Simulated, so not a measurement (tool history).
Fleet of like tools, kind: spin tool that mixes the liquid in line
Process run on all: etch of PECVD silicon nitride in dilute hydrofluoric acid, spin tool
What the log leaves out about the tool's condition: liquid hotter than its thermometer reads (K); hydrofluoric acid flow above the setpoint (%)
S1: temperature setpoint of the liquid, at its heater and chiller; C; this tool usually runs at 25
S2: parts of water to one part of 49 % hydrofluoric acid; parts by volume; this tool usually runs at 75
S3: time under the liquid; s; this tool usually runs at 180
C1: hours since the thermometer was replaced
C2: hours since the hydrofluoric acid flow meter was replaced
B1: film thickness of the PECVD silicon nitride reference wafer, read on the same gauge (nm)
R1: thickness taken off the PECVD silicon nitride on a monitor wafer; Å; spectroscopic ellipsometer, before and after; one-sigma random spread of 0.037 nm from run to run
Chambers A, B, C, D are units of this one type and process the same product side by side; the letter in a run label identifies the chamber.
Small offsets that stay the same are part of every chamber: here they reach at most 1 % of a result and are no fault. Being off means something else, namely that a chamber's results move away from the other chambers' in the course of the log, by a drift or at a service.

run 1B hour=5.7 | S1=25 S2=75 S3=180 | C1=685 C2=201.1 | B1=69.988 | R1=78.333
run 2C hour=15.6 | S1=25 S2=75 S3=180 | C1=260.4 C2=1773.5 | B1=69.991 | R1=79.368
run 3D hour=21.1 | S1=25 S2=75 S3=180 | C1=688.7 C2=1314.6 | B1=69.996 | R1=79.283
run 4A hour=30.3 | S1=25 S2=75 S3=180 | C1=868.4 C2=895.4 | B1=69.977 | R1=78.544
run 5A hour=37.2 | S1=25 S2=75 S3=180 | C1=875.3 C2=902.3 | B1=69.997 | R1=77.561
run 6B hour=43.1 | S1=25 S2=75 S3=180 | C1=722.4 C2=238.5 | B1=69.982 | R1=79.116
run 7C hour=52.5 | S1=25 S2=75 S3=180 | C1=297.3 C2=1810.4 | B1=69.986 | R1=79.356
run 8D hour=61.5 | S1=25 S2=75 S3=180 | C1=729.1 C2=1355 | B1=69.99 | R1=78.667
run 9B hour=66.5 | S1=25 S2=75 S3=180 | C1=745.8 C2=261.9 | B1=69.995 | R1=79.457
run 10A hour=73 | S1=25 S2=75 S3=180 | C1=911.1 C2=938.1 | B1=69.984 | R1=78.241
run 11C hour=78.4 | S1=25 S2=75 S3=180 | C1=323.2 C2=1836.3 | B1=69.976 | R1=79.067
run 12D hour=82.7 | S1=25 S2=75 S3=180 | C1=750.3 C2=1376.2 | B1=70.005 | R1=78.823
run 13C hour=90.8 | S1=25 S2=75 S3=180 | C1=335.6 C2=1848.7 | B1=70.006 | R1=79.22
run 14D hour=97.6 | S1=25 S2=45 S3=85 | C1=765.2 C2=1391.1 | B1=69.969 | R1=61.697
run 15B hour=105.2 | S1=25 S2=45 S3=85 | C1=784.5 C2=300.6 | B1=70.002 | R1=62.004
run 16A hour=111.6 | S1=25 S2=45 S3=85 | C1=949.7 C2=976.7 | B1=69.994 | R1=61.81
run 17C hour=116.1 | S1=25 S2=45 S3=85 | C1=360.9 C2=1874 | B1=70.016 | R1=61.885
run 18B hour=125.6 | S1=25 S2=75 S3=180 | C1=804.9 C2=321 | B1=69.988 | R1=79.084
run 19D hour=130.2 | S1=25 S2=75 S3=180 | C1=797.8 C2=1423.7 | B1=69.971 | R1=78.989
run 20A hour=136.5 | S1=25 S2=75 S3=180 | C1=974.6 C2=1001.6 | B1=69.982 | R1=78.198
run 21A hour=140.9 | S1=25 S2=75 S3=180 | C1=979 C2=1006 | B1=70 | R1=78.485
run 22C hour=145.8 | S1=25 S2=60 S3=180 | C1=390.6 C2=1903.7 | B1=69.997 | R1=98.277
run 23D hour=150.5 | S1=25 S2=60 S3=180 | C1=818.1 C2=1444 | B1=69.977 | R1=98.415
run 24B hour=159.8 | S1=25 S2=60 S3=180 | C1=839.1 C2=355.2 | B1=70.032 | R1=99.003
run 25D hour=167.4 | S1=25 S2=60 S3=180 | C1=835 C2=1460.9 | B1=69.997 | R1=99.799
run 26A hour=176.2 | S1=21 S2=75 S3=275 | C1=1014.3 C2=1041.3 | B1=70.017 | R1=91.566
run 27C hour=185.9 | S1=21 S2=75 S3=275 | C1=430.7 C2=1943.8 | B1=69.974 | R1=92.32
run 28B hour=190.3 | S1=21 S2=75 S3=275 | C1=869.6 C2=385.7 | B1=69.978 | R1=92.53
run 29C hour=195.4 | S1=21 S2=75 S3=275 | C1=440.2 C2=1953.3 | B1=70.003 | R1=91.367
run 30D hour=199.8 | S1=25 S2=75 S3=180 | C1=867.4 C2=1493.3 | B1=69.997 | R1=79.582
run 31A hour=208.6 | S1=25 S2=75 S3=180 | C1=1046.7 C2=1073.7 | B1=70 | R1=78.744
run 32B hour=216.8 | S1=25 S2=75 S3=180 | C1=896.1 C2=412.2 | B1=69.995 | R1=79.122
run 33A hour=226.3 | S1=25 S2=75 S3=180 | C1=1064.4 C2=1091.4 | B1=69.986 | R1=77.957
run 34D hour=232.1 | S1=25 S2=75 S3=180 | C1=899.7 C2=1525.6 | B1=69.984 | R1=79.277
run 35B hour=240.4 | S1=22 S2=75 S3=255 | C1=919.7 C2=435.8 | B1=70.033 | R1=92.102
run 36C hour=245.5 | S1=22 S2=75 S3=255 | C1=490.3 C2=2003.4 | B1=69.989 | R1=91.089
run 37B hour=252.2 | S1=22 S2=75 S3=255 | C1=931.5 C2=447.6 | B1=69.965 | R1=91.256
run 38A hour=260.9 | S1=22 S2=75 S3=255 | C1=1099 C2=1126 | B1=70 | R1=92.14
run 39D hour=268.4 | S1=25 S2=75 S3=180 | C1=936 C2=1561.9 | B1=70.009 | R1=78.754
run 40C hour=274.7 | S1=25 S2=75 S3=180 | C1=519.5 C2=2032.6 | B1=70.013 | R1=79.201
run 41A hour=283.8 | S1=23.5 S2=45 S3=180 | C1=1121.9 C2=1148.9 | B1=70.004 | R1=117.77
run 42C hour=288.6 | S1=23.5 S2=45 S3=180 | C1=533.4 C2=2046.5 | B1=69.992 | R1=118.41
run 43B hour=298.3 | S1=23.5 S2=45 S3=180 | C1=977.6 C2=493.7 | B1=70.032 | R1=118.21

All chambers now run identical settings, listed one chamber a line with results as question marks. What results will each chamber show?
run 44A hour=305.4 | S1=25 S2=75 S3=180 | R1=?
run 44B hour=305.4 | S1=25 S2=75 S3=180 | R1=?
run 44C hour=305.4 | S1=25 S2=75 S3=180 | R1=?
run 44D hour=305.4 | S1=25 S2=75 S3=180 | R1=?

run=44A R1=78.504
run=44B R1=78.835
run=44C R1=78.582
run=44D R1=79.028
